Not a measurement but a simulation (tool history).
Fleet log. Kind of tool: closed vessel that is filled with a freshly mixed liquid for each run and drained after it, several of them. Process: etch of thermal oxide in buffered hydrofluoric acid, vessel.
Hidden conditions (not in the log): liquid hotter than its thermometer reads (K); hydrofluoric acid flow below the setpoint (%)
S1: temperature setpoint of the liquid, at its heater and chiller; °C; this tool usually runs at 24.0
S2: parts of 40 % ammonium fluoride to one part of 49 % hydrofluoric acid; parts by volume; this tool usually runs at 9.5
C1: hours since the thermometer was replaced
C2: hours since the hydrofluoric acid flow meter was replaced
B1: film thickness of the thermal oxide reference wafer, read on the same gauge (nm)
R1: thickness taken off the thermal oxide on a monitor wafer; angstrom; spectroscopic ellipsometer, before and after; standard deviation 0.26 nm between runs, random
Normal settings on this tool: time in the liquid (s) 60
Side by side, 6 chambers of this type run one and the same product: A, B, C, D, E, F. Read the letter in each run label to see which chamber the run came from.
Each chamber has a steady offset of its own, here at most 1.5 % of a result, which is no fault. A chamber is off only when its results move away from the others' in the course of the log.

run 1E hour=8.2 | S1=24.0 S2=9.5 time_in_the_liquid_(s)=60 | C1=166.1 C2=1111.6 | B1=130.00 | R1=702.98
run 2F hour=15.7 | S1=24.0 S2=9.5 time_in_the_liquid_(s)=60 | C1=611.7 C2=320.5 | B1=129.99 | R1=695.25
run 3A hour=22.4 | S1=24.0 S2=9.5 time_in_the_liquid_(s)=60 | C1=1977.2 C2=1594.3 | B1=130.01 | R1=707.31
run 4D hour=30.7 | S1=24.0 S2=9.5 time_in_the_liquid_(s)=60 | C1=617.3 C2=315.7 | B1=130.00 | R1=696.64
run 5C hour=36.2 | S1=24.0 S2=9.5 time_in_the_liquid_(s)=60 | C1=594.7 C2=1010.8 | B1=130.01 | R1=701.61
run 6B hour=41.9 | S1=24.0 S2=9.5 time_in_the_liquid_(s)=60 | C1=1385.1 C2=1017.8 | B1=130.00 | R1=690.96
run 7C hour=51.1 | S1=24.0 S2=9.5 time_in_the_liquid_(s)=60 | C1=609.6 C2=1025.7 | B1=130.02 | R1=701.61
run 8F hour=59.4 | S1=24.0 S2=9.5 time_in_the_liquid_(s)=60 | C1=655.4 C2=364.2 | B1=130.00 | R1=695.71
run 9A hour=64.2 | S1=24.0 S2=9.5 time_in_the_liquid_(s)=60 | C1=2019.0 C2=1636.1 | B1=130.01 | R1=705.55
run 10E hour=68.4 | S1=24.0 S2=9.5 time_in_the_liquid_(s)=60 | C1=226.3 C2=1171.8 | B1=129.97 | R1=710.65
run 11B hour=76.2 | S1=24.0 S2=9.5 time_in_the_liquid_(s)=60 | C1=1419.4 C2=1052.1 | B1=130.01 | R1=693.22
run 12D hour=83.8 | S1=24.0 S2=9.5 time_in_the_liquid_(s)=60 | C1=670.4 C2=368.8 | B1=130.00 | R1=696.71
run 13C hour=88.1 | S1=24.0 S2=9.5 time_in_the_liquid_(s)=60 | C1=646.6 C2=1062.7 | B1=129.98 | R1=694.50
run 14F hour=93.7 | S1=24.0 S2=9.5 time_in_the_liquid_(s)=60 | C1=689.7 C2=398.5 | B1=129.98 | R1=695.14
run 15A hour=99.5 | S1=24.0 S2=9.5 time_in_the_liquid_(s)=60 | C1=2054.3 C2=1671.4 | B1=130.01 | R1=703.47
run 16D hour=104.5 | S1=28.5 S2=9.5 time_in_the_liquid_(s)=90 | C1=691.1 C2=389.5 | B1=130.02 | R1=1321.20
run 17B hour=113.2 | S1=28.5 S2=9.5 time_in_the_liquid_(s)=90 | C1=1456.4 C2=1089.1 | B1=129.97 | R1=1316.90
run 18E hour=120.9 | S1=28.5 S2=9.5 time_in_the_liquid_(s)=90 | C1=278.8 C2=1224.3 | B1=129.99 | R1=1352.60
run 19B hour=128.1 | S1=28.5 S2=9.5 time_in_the_liquid_(s)=90 | C1=1471.3 C2=1104.0 | B1=129.99 | R1=1320.00
run 20A hour=135.3 | S1=28.5 S2=9.5 time_in_the_liquid_(s)=90 | C1=2090.1 C2=1707.2 | B1=129.98 | R1=1349.10
run 21D hour=139.7 | S1=28.5 S2=9.5 time_in_the_liquid_(s)=90 | C1=726.3 C2=424.7 | B1=130.00 | R1=1320.80
run 22F hour=147.7 | S1=24.0 S2=9.5 time_in_the_liquid_(s)=60 | C1=743.7 C2=452.5 | B1=130.01 | R1=693.40
run 23E hour=155.7 | S1=24.0 S2=9.5 time_in_the_liquid_(s)=60 | C1=313.6 C2=1259.1 | B1=130.01 | R1=707.45
run 24C hour=164.5 | S1=19.5 S2=9.5 time_in_the_liquid_(s)=60 | C1=723.0 C2=1139.1 | B1=130.00 | R1=545.81
run 25B hour=169.7 | S1=19.5 S2=9.5 time_in_the_liquid_(s)=60 | C1=1512.9 C2=1145.6 | B1=130.00 | R1=541.98
run 26F hour=176.6 | S1=19.5 S2=9.5 time_in_the_liquid_(s)=60 | C1=772.6 C2=481.4 | B1=129.97 | R1=536.41
run 27A hour=182.7 | S1=19.5 S2=9.5 time_in_the_liquid_(s)=60 | C1=2137.5 C2=1754.6 | B1=130.00 | R1=547.66
run 28D hour=187.7 | S1=19.5 S2=9.5 time_in_the_liquid_(s)=60 | C1=774.3 C2=472.7 | B1=130.02 | R1=541.10
run 29C hour=192.3 | S1=19.5 S2=9.5 time_in_the_liquid_(s)=60 | C1=750.8 C2=1166.9 | B1=130.03 | R1=546.05
run 30E hour=198.8 | S1=24.0 S2=9.5 time_in_the_liquid_(s)=60 | C1=356.7 C2=1302.2 | B1=129.97 | R1=715.95
-- hour=206.6 chamber F: hydrofluoric acid flow meter replaced
run 31F hour=207.1 | S1=24.0 S2=9.5 time_in_the_liquid_(s)=60 | C1=803.1 C2=0.6 | B1=129.99 | R1=692.19
run 32C hour=213.4 | S1=24.0 S2=9.5 time_in_the_liquid_(s)=60 | C1=771.9 C2=1188.0 | B1=130.01 | R1=704.53
run 33E hour=217.7 | S1=24.0 S2=9.5 time_in_the_liquid_(s)=60 | C1=375.6 C2=1321.1 | B1=129.98 | R1=705.02
run 34B hour=224.7 | S1=24.0 S2=9.5 time_in_the_liquid_(s)=60 | C1=1567.9 C2=1200.6 | B1=129.98 | R1=695.50
run 35D hour=230.3 | S1=24.0 S2=9.5 time_in_the_liquid_(s)=85 | C1=816.9 C2=515.3 | B1=129.99 | R1=980.37
run 36A hour=237.6 | S1=24.0 S2=9.5 time_in_the_liquid_(s)=85 | C1=2192.4 C2=1809.5 | B1=130.00 | R1=1001.40
-- hour=239.9 chamber A: hydrofluoric acid flow meter replaced
run 37A hour=243.5 | S1=24.0 S2=9.5 time_in_the_liquid_(s)=85 | C1=2198.3 C2=3.6 | B1=130.00 | R1=998.97
run 38D hour=250.3 | S1=24.0 S2=9.5 time_in_the_liquid_(s)=85 | C1=836.9 C2=535.3 | B1=130.00 | R1=988.45
run 39E hour=258.9 | S1=24.0 S2=9.5 time_in_the_liquid_(s)=85 | C1=416.8 C2=1362.3 | B1=129.99 | R1=1015.10
run 40B hour=262.9 | S1=24.0 S2=9.5 time_in_the_liquid_(s)=85 | C1=1606.1 C2=1238.8 | B1=130.02 | R1=978.36
run 41F hour=268.6 | S1=24.0 S2=9.5 time_in_the_liquid_(s)=60 | C1=864.6 C2=62.1 | B1=130.03 | R1=693.89

One chamber off, gauge drift, or nothing amiss beyond the chambers' own small offsets? If it is a chamber, which one, and what is the likeliest cause?

All chambers stay in line apart from their small fixed offsets, and the gauge does not drift.

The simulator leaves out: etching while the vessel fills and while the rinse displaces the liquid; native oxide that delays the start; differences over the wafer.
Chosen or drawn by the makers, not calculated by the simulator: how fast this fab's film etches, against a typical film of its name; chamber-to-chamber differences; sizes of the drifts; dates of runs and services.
